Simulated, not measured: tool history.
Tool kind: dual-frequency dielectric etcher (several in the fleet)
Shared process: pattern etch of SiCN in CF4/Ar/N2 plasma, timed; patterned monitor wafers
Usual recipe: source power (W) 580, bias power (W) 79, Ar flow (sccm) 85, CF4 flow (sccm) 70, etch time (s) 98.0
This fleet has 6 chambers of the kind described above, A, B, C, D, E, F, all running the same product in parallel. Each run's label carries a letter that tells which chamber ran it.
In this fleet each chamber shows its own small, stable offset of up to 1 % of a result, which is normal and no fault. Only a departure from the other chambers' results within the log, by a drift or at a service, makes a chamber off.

| run | hour | source power (W) | bias power (W) | Ar flow (sccm) | CF4 flow (sccm) | etch time (s) | hours since the last wet clean | hours since the last source power generator calibration | hours since the last bias power generator calibration | hours since the last Ar flow controller change | hours since the last CF4 flow controller change | read-back reference wafer on the same gauge, depth_nm | mean etch depth across the wafer (Å) |
|---|---|---|---|---|---|---|---|---|---|---|---|---|---|
| 1A | 4.2 | 580 | 79 | 85 | 70 | 98.0 | 464.0 | 1606.5 | 2119.4 | 647.1 | 182.8 | 126.07 | 1122.1 |
| 2F | 8.8 | 580 | 79 | 85 | 70 | 98.0 | 237.9 | 1504.7 | 1767.4 | 3432.4 | 772.7 | 125.98 | 1105.6 |
| 3E | 13.9 | 580 | 79 | 85 | 70 | 98.0 | 307.9 | 1375.6 | 3486.0 | 4594.0 | 64.5 | 126.06 | 1118.6 |
| 4C | 16.9 | 580 | 79 | 85 | 70 | 98.0 | 164.8 | 1717.5 | 2088.5 | 3477.5 | 539.7 | 126.09 | 1118.1 |
| 5B | 22.3 | 580 | 79 | 85 | 70 | 98.0 | 461.1 | 149.0 | 1919.8 | 1964.6 | 2674.8 | 126.11 | 1115.4 |
| 6D | 28.0 | 580 | 79 | 85 | 70 | 98.0 | 266.4 | 457.2 | 2188.4 | 3097.0 | 122.4 | 126.15 | 1121.1 |
| 7B | 32.4 | 580 | 79 | 85 | 70 | 98.0 | 471.2 | 159.1 | 1929.9 | 1974.7 | 2684.9 | 126.19 | 1110.8 |
| 8E | 37.3 | 580 | 79 | 85 | 80 | 107.5 | 331.3 | 1399.0 | 3509.4 | 4617.4 | 87.9 | 126.20 | 1248.9 |
| 9F | 40.3 | 580 | 79 | 85 | 80 | 107.5 | 269.4 | 1536.2 | 1798.9 | 3463.9 | 804.2 | 126.15 | 1233.8 |
|  | 44.3 | chamber B: wet clean of the chamber |
| 10C | 46.0 | 580 | 79 | 85 | 80 | 107.5 | 193.9 | 1746.6 | 2117.6 | 3506.6 | 568.8 | 126.24 | 1252.3 |
| 11A | 48.6 | 580 | 79 | 85 | 80 | 107.5 | 508.4 | 1650.9 | 2163.8 | 691.5 | 227.2 | 126.26 | 1256.3 |
| 12D | 51.6 | 580 | 79 | 85 | 80 | 107.5 | 290.0 | 480.8 | 2212.0 | 3120.6 | 146.0 | 126.26 | 1257.8 |
| 13B | 54.2 | 580 | 79 | 85 | 80 | 107.5 | 10.0 | 180.9 | 1951.7 | 1996.5 | 2706.7 | 126.20 | 1243.3 |
| 14F | 59.2 | 580 | 79 | 85 | 70 | 98.0 | 288.3 | 1555.1 | 1817.8 | 3482.8 | 823.1 | 126.27 | 1109.0 |
| 15E | 62.7 | 580 | 79 | 85 | 70 | 98.0 | 356.7 | 1424.4 | 3534.8 | 4642.8 | 113.3 | 126.29 | 1118.4 |
| 16C | 68.4 | 580 | 79 | 85 | 70 | 98.0 | 216.3 | 1769.0 | 2140.0 | 3529.0 | 591.2 | 126.33 | 1122.2 |
| 17D | 72.9 | 580 | 79 | 85 | 70 | 98.0 | 311.3 | 502.1 | 2233.3 | 3141.9 | 167.3 | 126.30 | 1121.4 |
| 18A | 77.8 | 580 | 79 | 85 | 70 | 98.0 | 537.6 | 1680.1 | 2193.0 | 720.7 | 256.4 | 126.33 | 1125.8 |
| 19C | 80.6 | 580 | 79 | 76 | 70 | 98.0 | 228.5 | 1781.2 | 2152.2 | 3541.2 | 603.4 | 126.34 | 1136.6 |
| 20E | 83.9 | 580 | 79 | 76 | 70 | 98.0 | 377.9 | 1445.6 | 3556.0 | 4664.0 | 134.5 | 126.35 | 1143.2 |
| 21D | 88.6 | 580 | 79 | 76 | 70 | 98.0 | 327.0 | 517.8 | 2249.0 | 3157.6 | 183.0 | 126.41 | 1143.2 |
|  | 93.3 | chamber E: wet clean of the chamber |
| 22F | 93.5 | 580 | 79 | 76 | 70 | 98.0 | 322.6 | 1589.4 | 1852.1 | 3517.1 | 857.4 | 126.42 | 1123.0 |
| 23A | 96.1 | 580 | 79 | 76 | 70 | 98.0 | 555.9 | 1698.4 | 2211.3 | 739.0 | 274.7 | 126.41 | 1143.0 |
| 24B | 100.7 | 580 | 79 | 76 | 70 | 98.0 | 56.5 | 227.4 | 1998.2 | 2043.0 | 2753.2 | 126.54 | 1133.1 |
| 25E | 103.5 | 580 | 79 | 85 | 85 | 98.0 | 10.3 | 1465.2 | 3575.6 | 4683.6 | 154.1 | 126.44 | 1152.5 |
| 26D | 108.2 | 580 | 79 | 85 | 85 | 98.0 | 346.6 | 537.4 | 2268.6 | 3177.2 | 202.6 | 126.51 | 1155.3 |
| 27F | 112.7 | 580 | 79 | 85 | 85 | 98.0 | 341.8 | 1608.6 | 1871.3 | 3536.3 | 876.6 | 126.53 | 1136.2 |
|  | 116.8 | chamber F: bias power generator calibrated |
|  | 117.7 | chamber A: wet clean of the chamber |
| 28C | 118.1 | 580 | 79 | 85 | 85 | 98.0 | 266.0 | 1818.7 | 2189.7 | 3578.7 | 640.9 | 126.56 | 1150.7 |
| 29A | 123.1 | 580 | 79 | 85 | 85 | 98.0 | 5.4 | 1725.4 | 2238.3 | 766.0 | 301.7 | 126.57 | 1157.0 |
| 30B | 127.0 | 580 | 79 | 85 | 85 | 98.0 | 82.8 | 253.7 | 2024.5 | 2069.3 | 2779.5 | 126.57 | 1145.8 |
| 31C | 130.3 | 580 | 79 | 85 | 70 | 98.0 | 278.2 | 1830.9 | 2201.9 | 3590.9 | 653.1 | 126.60 | 1122.1 |
| 32D | 133.5 | 580 | 79 | 85 | 70 | 98.0 | 371.9 | 562.7 | 2293.9 | 3202.5 | 227.9 | 126.61 | 1125.6 |
| 33A | 138.0 | 580 | 79 | 85 | 70 | 98.0 | 20.3 | 1740.3 | 2253.2 | 780.9 | 316.6 | 126.65 | 1129.0 |
| 34B | 141.3 | 580 | 79 | 85 | 70 | 98.0 | 97.1 | 268.0 | 2038.8 | 2083.6 | 2793.8 | 126.70 | 1116.8 |
| 35E | 146.8 | 580 | 79 | 85 | 70 | 98.0 | 53.6 | 1508.5 | 3618.9 | 4726.9 | 197.4 | 126.69 | 1121.3 |
| 36F | 150.2 | 580 | 73 | 104 | 70 | 98.0 | 379.3 | 1646.1 | 33.5 | 3573.8 | 914.1 | 126.74 | 1051.3 |
| 37A | 154.6 | 580 | 73 | 104 | 70 | 98.0 | 36.9 | 1756.9 | 2269.8 | 797.5 | 333.2 | 126.69 | 1065.0 |
|  | 158.4 | chamber C: wet clean of the chamber |
| 38E | 159.1 | 580 | 73 | 104 | 70 | 98.0 | 65.9 | 1520.8 | 3631.2 | 4739.2 | 209.7 | 126.70 | 1059.4 |
| 39C | 163.5 | 580 | 73 | 104 | 70 | 98.0 | 5.1 | 1864.1 | 2235.1 | 3624.1 | 686.3 | 126.73 | 1059.1 |
| 40D | 168.6 | 580 | 73 | 104 | 70 | 98.0 | 407.0 | 597.8 | 2329.0 | 3237.6 | 263.0 | 126.75 | 1064.7 |
| 41F | 173.8 | 580 | 73 | 104 | 70 | 98.0 | 402.9 | 1669.7 | 57.1 | 3597.4 | 937.7 | 126.78 | 1048.1 |
| 42B | 176.9 | 580 | 79 | 85 | 81 | 98.0 | 132.7 | 303.6 | 2074.4 | 2119.2 | 2829.4 | 126.84 | 1139.5 |
| 43E | 179.9 | 580 | 79 | 85 | 81 | 98.0 | 86.7 | 1541.6 | 3652.0 | 4760.0 | 230.5 | 126.81 | 1149.7 |

Next, all 6 chambers run the settings below, one line each with question marks for the results. What does each chamber give?
| 44A | 184.1 | 580 | 79 | 85 | 70 | 98.0 |  |  |  |  |  |  | ? |
| 44B | 184.1 | 580 | 79 | 85 | 70 | 98.0 |  |  |  |  |  |  | ? |
| 44C | 184.1 | 580 | 79 | 85 | 70 | 98.0 |  |  |  |  |  |  | ? |
| 44D | 184.1 | 580 | 79 | 85 | 70 | 98.0 |  |  |  |  |  |  | ? |
| 44E | 184.1 | 580 | 79 | 85 | 70 | 98.0 |  |  |  |  |  |  | ? |
| 44F | 184.1 | 580 | 79 | 85 | 70 | 98.0 |  |  |  |  |  |  | ? |

| run | mean etch depth across the wafer (Å) |
|---|---|
| 44A | 1127.2 |
| 44B | 1117.5 |
| 44C | 1118.7 |
| 44D | 1128.7 |
| 44E | 1125.4 |
| 44F | 1109.5 |

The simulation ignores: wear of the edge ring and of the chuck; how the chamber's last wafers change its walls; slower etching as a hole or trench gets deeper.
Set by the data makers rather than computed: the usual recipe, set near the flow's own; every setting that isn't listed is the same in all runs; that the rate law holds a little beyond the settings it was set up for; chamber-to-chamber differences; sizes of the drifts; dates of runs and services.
